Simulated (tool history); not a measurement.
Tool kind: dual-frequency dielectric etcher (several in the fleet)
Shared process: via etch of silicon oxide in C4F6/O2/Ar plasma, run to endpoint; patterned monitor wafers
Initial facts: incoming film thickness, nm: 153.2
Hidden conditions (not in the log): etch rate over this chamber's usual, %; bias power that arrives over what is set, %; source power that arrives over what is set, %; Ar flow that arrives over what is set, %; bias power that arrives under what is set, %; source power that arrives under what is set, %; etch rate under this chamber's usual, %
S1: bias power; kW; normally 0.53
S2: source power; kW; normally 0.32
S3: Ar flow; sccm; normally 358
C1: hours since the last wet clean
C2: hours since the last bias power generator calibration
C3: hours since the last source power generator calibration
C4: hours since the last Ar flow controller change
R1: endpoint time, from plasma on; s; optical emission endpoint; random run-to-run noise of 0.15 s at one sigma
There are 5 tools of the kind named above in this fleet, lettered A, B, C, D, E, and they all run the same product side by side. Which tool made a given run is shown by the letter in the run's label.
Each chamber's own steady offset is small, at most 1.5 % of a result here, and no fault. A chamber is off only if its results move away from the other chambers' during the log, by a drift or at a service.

Run 1D, day 0.117: usual settings; C1 36.4; C2 76.3; C3 546.5; C4 872.2. Result: R1 36.796 s.
Run 2C, day 0.204: usual settings; C1 266; C2 1372.9; C3 678.3; C4 2207.1. Result: R1 36.889 s.
Run 3B, day 0.396: usual settings; C1 143.3; C2 924.6; C3 1404.1; C4 3029.3. Result: R1 36.496 s.
Run 4A, day 0.583: usual settings; C1 313.3; C2 2755.9; C3 2226.2; C4 2949.1. Result: R1 36.83 s.
Run 5E, day 0.771: usual settings; C1 181.4; C2 1657.2; C3 1646; C4 4815. Result: R1 36.616 s.
Run 6A, day 0.95: usual settings; C1 322.1; C2 2764.7; C3 2235; C4 2957.9. Result: R1 36.754 s.
Run 7E, day 1.042: usual settings; C1 187.9; C2 1663.7; C3 1652.5; C4 4821.5. Result: R1 36.592 s.
Run 8D, day 1.233: usual settings; C1 63.2; C2 103.1; C3 573.3; C4 899. Result: R1 37.268 s.
Run 9C, day 1.421: usual settings but S2 0.3 kW, S3 314 sccm; C1 295.2; C2 1402.1; C3 707.5; C4 2236.3. Result: R1 37.176 s.
At day 1.429: chamber A: wet clean of the chamber.
Run 10B, day 1.625: usual settings but S2 0.3 kW, S3 314 sccm; C1 172.8; C2 954.1; C3 1433.6; C4 3058.8. Result: R1 36.652 s.
Run 11D, day 1.738: usual settings but S2 0.3 kW, S3 314 sccm; C1 75.3; C2 115.2; C3 585.4; C4 911.1. Result: R1 37.287 s.
Run 12A, day 1.938: usual settings but S2 0.3 kW, S3 314 sccm; C1 12.2; C2 2788.4; C3 2258.7; C4 2981.6. Result: R1 37.037 s.
Run 13E, day 2.104: usual settings but S2 0.3 kW, S3 314 sccm; C1 213.4; C2 1689.2; C3 1678; C4 4847. Result: R1 37.301 s.
Run 14B, day 2.196: usual settings; C1 186.5; C2 967.8; C3 1447.3; C4 3072.5. Result: R1 36.487 s.
Run 15C, day 2.304: usual settings; C1 316.4; C2 1423.3; C3 728.7; C4 2257.5. Result: R1 36.627 s.
Run 16D, day 2.496: usual settings but S2 0.29 kW, S3 406 sccm; C1 93.5; C2 133.4; C3 603.6; C4 929.3. Result: R1 38.903 s.
Run 17C, day 2.633: usual settings but S2 0.29 kW, S3 406 sccm; C1 324.3; C2 1431.2; C3 736.6; C4 2265.4. Result: R1 38.735 s.
Run 18A, day 2.783: usual settings but S2 0.29 kW, S3 406 sccm; C1 32.5; C2 2808.7; C3 2279; C4 3001.9. Result: R1 38.954 s.
Run 19B, day 2.975: usual settings but S2 0.29 kW, S3 406 sccm; C1 205.2; C2 986.5; C3 1466; C4 3091.2. Result: R1 38.296 s.
Run 20E, day 3.129: usual settings but S2 0.29 kW, S3 406 sccm; C1 238; C2 1713.8; C3 1702.6; C4 4871.6. Result: R1 39.11 s.
Run 21C, day 3.242: usual settings; C1 338.9; C2 1445.8; C3 751.2; C4 2280. Result: R1 36.972 s.
Run 22B, day 3.338: usual settings; C1 213.9; C2 995.2; C3 1474.7; C4 3099.9. Result: R1 36.707 s.
Run 23E, day 3.446: usual settings but S1 0.428 kW, S2 0.38 kW; C1 245.6; C2 1721.4; C3 1710.2; C4 4879.2. Result: R1 38.074 s.
Run 24A, day 3.612: usual settings but S1 0.428 kW, S2 0.38 kW; C1 52.4; C2 2828.6; C3 2298.9; C4 3021.8. Result: R1 37.439 s.
Run 25D, day 3.7: usual settings but S1 0.428 kW, S2 0.38 kW; C1 122.4; C2 162.3; C3 632.5; C4 958.2. Result: R1 37.625 s.
Run 26A, day 3.808: usual settings but S1 0.428 kW, S2 0.38 kW; C1 57.1; C2 2833.3; C3 2303.6; C4 3026.5. Result: R1 37.123 s.
Run 27C, day 3.921: usual settings but S1 0.428 kW, S2 0.38 kW; C1 355.2; C2 1462.1; C3 767.5; C4 2296.3. Result: R1 37.515 s.
Run 28D, day 4.058: usual settings; C1 131; C2 170.9; C3 641.1; C4 966.8. Result: R1 36.915 s.
Run 29B, day 4.175: usual settings; C1 234; C2 1015.3; C3 1494.8; C4 3120. Result: R1 36.452 s.
Run 30E, day 4.354: usual settings; C1 267.4; C2 1743.2; C3 1732; C4 4901. Result: R1 37.67 s.
Run 31B, day 4.479: usual settings but S2 0.39 kW; C1 241.3; C2 1022.6; C3 1502.1; C4 3127.3. Result: R1 33.886 s.
Run 32A, day 4.588: usual settings but S2 0.39 kW; C1 75.8; C2 2852; C3 2322.3; C4 3045.2. Result: R1 34.045 s.
Run 33E, day 4.783: usual settings but S2 0.39 kW; C1 277.7; C2 1753.5; C3 1742.3; C4 4911.3. Result: R1 34.979 s.
Run 34C, day 4.904: usual settings but S2 0.39 kW; C1 378.8; C2 1485.7; C3 791.1; C4 2319.9. Result: R1 34.373 s.
Run 35D, day 5.079: usual settings but S2 0.39 kW; C1 155.5; C2 195.4; C3 665.6; C4 991.3. Result: R1 34.366 s.
Run 36C, day 5.196: usual settings; C1 385.8; C2 1492.7; C3 798.1; C4 2326.9. Result: R1 36.708 s.
Run 37B, day 5.358: usual settings but S2 0.38 kW, S3 305 sccm; C1 262.4; C2 1043.7; C3 1523.2; C4 3148.4. Result: R1 33.78 s.
Run 38E, day 5.512: usual settings but S2 0.38 kW, S3 305 sccm; C1 295.2; C2 1771; C3 1759.8; C4 4928.8. Result: R1 35.309 s.

Decide between three cases: one chamber stands off from its peers, the gauge reading all wafers drifts, or nothing is wrong past each chamber's small offset. Where a chamber is off, say which and what most likely put it there.

One chamber, E, drifts off from the rest bit by bit.
What lies behind it: etch rate under this chamber's usual, % = 4.22.

Here are 4 candidates for chamber E's next run, each the usual settings with a change, their results left as question marks. Which one brings its results back in line with what the others give on the usual settings?
In line here means within this much of the mean the other chambers give on the usual settings: R1 0.53 s
Run 39E-1, day 5.658: usual settings but S1 0.522 kW. Result: R1 ?.
Run 39E-2, day 5.658: usual settings but S1 0.571 kW, S3 350 sccm. Result: R1 ?.
Run 39E-3, day 5.658: usual settings but S1 0.486 kW. Result: R1 ?.
Run 39E-4, day 5.658: usual settings but S3 356 sccm. Result: R1 ?.

Mean of the other chambers on the usual settings: R1 36.795 s
  run      R1
39E-1  38.256
39E-2  36.878
39E-3    39.3
39E-4  38.013
39E-2 puts the chamber back in line with the other chambers.

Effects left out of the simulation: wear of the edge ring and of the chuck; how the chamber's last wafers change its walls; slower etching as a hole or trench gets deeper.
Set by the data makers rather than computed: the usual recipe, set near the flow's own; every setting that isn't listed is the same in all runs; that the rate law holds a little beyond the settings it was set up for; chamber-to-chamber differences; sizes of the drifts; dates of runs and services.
